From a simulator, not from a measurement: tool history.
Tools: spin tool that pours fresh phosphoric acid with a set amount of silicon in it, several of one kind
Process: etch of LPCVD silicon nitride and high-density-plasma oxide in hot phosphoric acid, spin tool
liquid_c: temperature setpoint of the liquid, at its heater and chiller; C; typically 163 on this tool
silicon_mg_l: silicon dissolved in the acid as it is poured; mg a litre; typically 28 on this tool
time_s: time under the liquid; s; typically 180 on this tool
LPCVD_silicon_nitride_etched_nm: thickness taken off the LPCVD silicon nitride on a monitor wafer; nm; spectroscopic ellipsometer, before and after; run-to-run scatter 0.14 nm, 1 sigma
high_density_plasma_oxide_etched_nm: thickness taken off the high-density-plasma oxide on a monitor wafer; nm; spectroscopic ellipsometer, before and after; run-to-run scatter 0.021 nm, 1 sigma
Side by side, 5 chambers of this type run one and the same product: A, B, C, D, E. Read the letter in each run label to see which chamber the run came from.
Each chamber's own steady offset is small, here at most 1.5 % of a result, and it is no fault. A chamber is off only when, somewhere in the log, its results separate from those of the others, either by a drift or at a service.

run   hour  liquid_c  silicon_mg_l  time_s  hours since the thermometer was replaced  hours since the dissolved silicon flow meter was replaced  hours since the heated supply line was repaired  read-back film thickness of the LPCVD silicon nitride reference wafer, read on the same gauge (nm)  read-back film thickness of the high-density-plasma oxide reference wafer, read on the same gauge (nm)  LPCVD_silicon_nitride_etched_nm  high_density_plasma_oxide_etched_nm
 1D    2.9       163            28     180                                    1245.1                                                     1004.4                                            440.3                                                                                              49.997                                                                                                  79.991                            15.63                              0.39715
 2E    7.9       163            28     180                                     597.2                                                        817                                              486                                                                                              50.013                                                                                                  80.015                           15.474                              0.39922
 3B   12.9       163            28     180                                       848                                                     1150.1                                           1110.7                                                                                               50.02                                                                                                  80.014                           15.599                              0.44598
 4A   16.3       163            28     180                                     707.9                                                     1863.1                                            442.8                                                                                              49.998                                                                                                  80.001                           15.795                              0.43358
 5C   21.1       163            28     180                                     102.8                                                      732.3                                           1572.5                                                                                              49.994                                                                                                  79.988                           15.964                              0.41069
 6A   25.8       163            28     180                                     717.4                                                     1872.6                                            452.3                                                                                              49.993                                                                                                  79.998                           15.904                              0.39148
 7D   31.8       163            28     180                                      1274                                                     1033.3                                            469.2                                                                                              49.983                                                                                                  79.998                           15.885                              0.42365
 8E   37.5       163            28     180                                     626.8                                                      846.6                                            515.6                                                                                              49.994                                                                                                  80.005                           15.527                              0.42475
 9C   41.5       163            28     180                                     123.2                                                      752.7                                           1592.9                                                                                              49.989                                                                                                  79.992                           15.683                              0.39184
10B   45.2       163            28     180                                     880.3                                                     1182.4                                             1143                                                                                              49.993                                                                                                  79.998                           15.758                               0.4126
11A   50.8       163            28     180                                     742.4                                                     1897.6                                            477.3                                                                                              50.033                                                                                                  80.019                           15.635                              0.40581
12E     56     164.5            28     180                                     645.3                                                      865.1                                            534.1                                                                                               50.01                                                                                                  80.003                           16.318                              0.47249
13B     62     164.5            28     180                                     897.1                                                     1199.2                                           1159.8                                                                                              49.998                                                                                                  80.014                           16.463                              0.47132
14C     65     164.5            28     180                                     146.7                                                      776.2                                           1616.4                                                                                              50.003                                                                                                  80.007                            16.83                              0.40008
15D   69.1     164.5            28     180                                    1311.3                                                     1070.6                                            506.5                                                                                              50.005                                                                                                  79.985                            16.71                              0.43924
16A   72.1     164.5            28     180                                     763.7                                                     1918.9                                            498.6                                                                                              50.004                                                                                                  80.005                           16.646                              0.41794
17D   76.1       163            28     180                                    1318.3                                                     1077.6                                            513.5                                                                                               49.99                                                                                                  80.001                           15.849                              0.42301
18E   79.1       163            28     180                                     668.4                                                      888.2                                            557.2                                                                                              50.038                                                                                                  80.026                            15.57                              0.39988
19B   84.5       163            28     180                                     919.6                                                     1221.7                                           1182.3                                                                                              50.002                                                                                                  79.991                           15.819                              0.39707
20C   87.3       163            28     180                                       169                                                      798.5                                           1638.7                                                                                              49.994                                                                                                  80.015                           15.863                              0.41056
21E   91.1       165          21.5     180                                     680.4                                                      900.2                                            569.2                                                                                              49.997                                                                                                  79.983                           16.808                              0.57732
22A   96.4       165          21.5     180                                       788                                                     1943.2                                            522.9                                                                                              49.996                                                                                                  80.007                           16.907                              0.56519
23D   99.1       165          21.5     180                                    1341.3                                                     1100.6                                            536.5                                                                                              50.022                                                                                                  79.999                           16.877                              0.58389
24C  103.1       165          21.5     180                                     184.8                                                      814.3                                           1654.5                                                                                              50.016                                                                                                  80.002                           17.336                               0.5558
25B    106       165          21.5     180                                     941.1                                                     1243.2                                           1203.8                                                                                              50.008                                                                                                  79.982                           16.797                              0.59785
26A  108.9       163            28     180                                     800.5                                                     1955.7                                            535.4                                                                                              50.001                                                                                                      80                           15.662                              0.40457
27B  111.6       163            28     180                                     946.7                                                     1248.8                                           1209.4                                                                                              49.973                                                                                                  79.982                           15.609                              0.38487
     113.2  -- chamber E: heated supply line repaired
28D  115.2       163            28     180                                    1357.4                                                     1116.7                                            552.6                                                                                              50.005                                                                                                  79.989                           15.714                              0.39186
29E  119.6       163            28     180                                     708.9                                                      928.7                                              6.4                                                                                              49.985                                                                                                  80.007                           15.493                              0.41883
30C  124.7       163            28     180                                     206.4                                                      835.9                                           1676.1                                                                                              49.976                                                                                                  79.985                           16.284                              0.35979
31D  128.6       163            28     180                                    1370.8                                                     1130.1                                              566                                                                                              50.005                                                                                                  79.987                           15.622                              0.37382
32E  132.7       163            28     180                                       722                                                      941.8                                             19.5                                                                                              49.986                                                                                                  79.999                           15.645                              0.38628
33B  136.9       163            28     180                                       972                                                     1274.1                                           1234.7                                                                                              49.972                                                                                                  79.991                           15.765                              0.38581
34C    140       163            28     180                                     221.7                                                      851.2                                           1691.4                                                                                              49.986                                                                                                  80.007                           16.063                              0.44247
35A  144.2       163            28     180                                     835.8                                                       1991                                            570.7                                                                                              49.981                                                                                                  79.995                           15.646                              0.43213
36A  149.4       163            28     180                                       841                                                     1996.2                                            575.9                                                                                              50.004                                                                                                  80.001                           15.836                               0.4202
37C  153.1       163            28     180                                     234.8                                                      864.3                                           1704.5                                                                                              49.999                                                                                                  79.995                           15.968                              0.42724
38E  159.2       161          42.5     180                                     748.5                                                      968.3                                               46                                                                                              50.015                                                                                                  80.022                            14.67                              0.17663

Is one chamber out of step, is the gauge drifting, or do the chambers differ by no more than their own small offsets? For an off chamber, give its letter and the likeliest cause.

Neither any chamber nor the gauge drifts; the chambers differ only by their own small, steady offsets.

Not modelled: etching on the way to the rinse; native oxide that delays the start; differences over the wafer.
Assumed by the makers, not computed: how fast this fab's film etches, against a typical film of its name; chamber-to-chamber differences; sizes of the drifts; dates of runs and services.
